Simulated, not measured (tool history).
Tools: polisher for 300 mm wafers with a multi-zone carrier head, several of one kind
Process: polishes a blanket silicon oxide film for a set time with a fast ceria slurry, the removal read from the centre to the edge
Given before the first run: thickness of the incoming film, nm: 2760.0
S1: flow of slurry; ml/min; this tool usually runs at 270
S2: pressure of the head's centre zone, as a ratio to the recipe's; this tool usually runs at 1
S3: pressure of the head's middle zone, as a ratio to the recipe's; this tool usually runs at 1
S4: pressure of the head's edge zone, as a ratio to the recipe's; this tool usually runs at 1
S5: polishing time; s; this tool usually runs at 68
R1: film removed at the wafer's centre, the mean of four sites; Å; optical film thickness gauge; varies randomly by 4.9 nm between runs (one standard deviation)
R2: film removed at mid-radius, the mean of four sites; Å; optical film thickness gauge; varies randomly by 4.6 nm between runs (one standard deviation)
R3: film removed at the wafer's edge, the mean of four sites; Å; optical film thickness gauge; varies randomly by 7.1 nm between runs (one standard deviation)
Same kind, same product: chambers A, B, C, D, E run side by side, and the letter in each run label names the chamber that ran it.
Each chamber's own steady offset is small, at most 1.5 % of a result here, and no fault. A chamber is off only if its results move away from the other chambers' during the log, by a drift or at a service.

run	hour	S1	S2	S3	S4	S5	R1	R2	R3
# hour 7.2: chamber D: worn pad replaced by a new one
1D	9.5	270	1	1	1	68	5534.3	5542.9	5585.4
# hour 10.8: chamber E: worn pad replaced by a new one
# hour 14.8: chamber C: centre zone pressure recalibrated
# hour 16: chamber A: worn pad replaced by a new one
# hour 17.6: chamber C: worn pad replaced by a new one
2B	18.6	270	1	1	1	68	5563.9	5489.9	5594.6
# hour 21.2: chamber B: worn pad replaced by a new one
3A	27.6	270	1	1	1	68	5565	5453.8	5403.9
# hour 33.6: chamber E: centre zone pressure recalibrated
4E	35.9	270	1	1	1	68	5435.7	5475.6	5438.7
5C	42.9	270	1	1	1	68	5585.9	5514.7	5523.8
6B	49.8	270	1	1	1	68	5578.1	5504.9	5593.9
# hour 58.9: chamber A: slurry nozzle cleaned
7A	59.7	270	1	1	1	68	5559.2	5479.8	5482.9
# hour 65.9: chamber D: centre zone pressure recalibrated
8D	69	270	1	1	1	68	5636	5608.1	5477
9C	76.7	270	1	1	1	68	5600.8	5616.9	5570.9
# hour 86.3: chamber C: worn pad replaced by a new one
10E	87.8	270	1.1	1	1	75	6625.2	6026.7	5913.4
11E	93.3	270	1.1	1	1	75	6691.9	5963.2	5937.1
# hour 96.9: chamber E: worn pad replaced by a new one
12D	101.8	270	1.1	1	1	75	6800.3	6198.5	6136.8
# hour 108.8: chamber D: worn pad replaced by a new one
13C	110.9	270	1.1	1	1	75	6820.3	6074.4	6150.9
14A	117.9	270	1.1	1	1	75	6732.1	6028.1	6063
# hour 123.8: chamber A: worn pad replaced by a new one
15B	125.8	270	1	1	1	68	5558.4	5578.8	5564.2
16D	134.1	270	1	1	1	68	5448.9	5544.4	5510.3
17B	145.1	270	1	1	1	68	5513.6	5514.4	5593.1
# hour 146.4: chamber C: worn pad replaced by a new one
# hour 147.9: chamber B: worn pad replaced by a new one
18E	152.7	270	1	1	1	68	5319.1	5402.9	5312.5
19C	161.2	270	1	1	1	68	5544.5	5558.5	5603.8
20A	170.5	270	1	1	1	68	5592	5471.6	5474.5
21C	177.6	270	1	1	1	68	5555.7	5550.2	5571.6
22A	183.2	350	1	1	1	88	7478.3	7294.4	7190.9
# hour 187.4: chamber E: worn pad replaced by a new one
23E	188.1	350	1	1	1	88	7115	7173	7063.5
24D	193.7	350	1	1	1	88	7376.6	7437.2	7409.1
# hour 198: chamber D: worn pad replaced by a new one
25B	199.1	350	1	1	1	88	7462.3	7386.6	7384.2
26E	206.1	350	1	1	1	88	7173.7	7247.1	7145.7
# hour 209.4: chamber C: worn pad replaced by a new one
27A	212.5	270	1	1	1	68	5556.1	5395.5	5577.5
# hour 212.6: chamber A: centre zone pressure recalibrated
# hour 216.5: chamber A: worn pad replaced by a new one
28C	223.6	270	1	1	1	68	5526.2	5538.3	5350.4
29B	233.8	210	1	1	1	68	5325.7	5305.5	5521.1
30D	241.8	210	1	1	1	68	5365.8	5401.1	5361.8
31A	250.8	210	1	1	1	68	5240.2	5266.3	5377.8
32E	260.3	210	1	1	1	68	4988.9	5124.7	5209.8
33D	267.8	210	1	1	1	68	5355.7	5373.3	5439.9
# hour 270.2: chamber B: worn pad replaced by a new one
# hour 274.3: chamber E: worn pad replaced by a new one
34B	275.3	270	1	1	1	68	5492.1	5639.7	5658.9
# hour 277.1: chamber C: worn pad replaced by a new one
35C	283.9	270	1	1	1	68	5503.1	5489.7	5443.2
36C	289.4	270	1	1	1	68	5499	5558.5	5358.6
# hour 296: chamber C: slurry nozzle cleaned
37B	296.8	270	1	1	1	68	5593.8	5595.5	5545.2
# hour 298.2: chamber D: worn pad replaced by a new one
38D	307.1	270	1	1	1	68	5613.4	5531.6	5468.6
# hour 307.2: chamber D: edge zone pressure recalibrated
39A	313.8	270	1	1	1	68	5599.9	5497	5492
40E	324.9	270	1	1	1	68	5108.5	5215.2	5318.2
41B	331.7	270	1	1	1	68	5595.1	5514.9	5583.1
42D	342.6	270	1	1	1	68	5559.1	5543.3	5618.9
# hour 344.9: chamber C: worn pad replaced by a new one
43C	349.8	270	1	1	1	68	5543	5482.4	5398.1

Next, all 5 chambers run the settings below, one line each with question marks for the results. What does each chamber give?
44A	357.8	270	1	1	1	68	?	?	?
44B	357.8	270	1	1	1	68	?	?	?
44C	357.8	270	1	1	1	68	?	?	?
44D	357.8	270	1	1	1	68	?	?	?
44E	357.8	270	1	1	1	68	?	?	?

run	R1	R2	R3
44A	5522.6	5491.8	5567.5
44B	5569	5530.3	5401.5
44C	5581.3	5564.9	5495
44D	5488.7	5599.9	5583
44E	5064.4	5235.9	5206.1

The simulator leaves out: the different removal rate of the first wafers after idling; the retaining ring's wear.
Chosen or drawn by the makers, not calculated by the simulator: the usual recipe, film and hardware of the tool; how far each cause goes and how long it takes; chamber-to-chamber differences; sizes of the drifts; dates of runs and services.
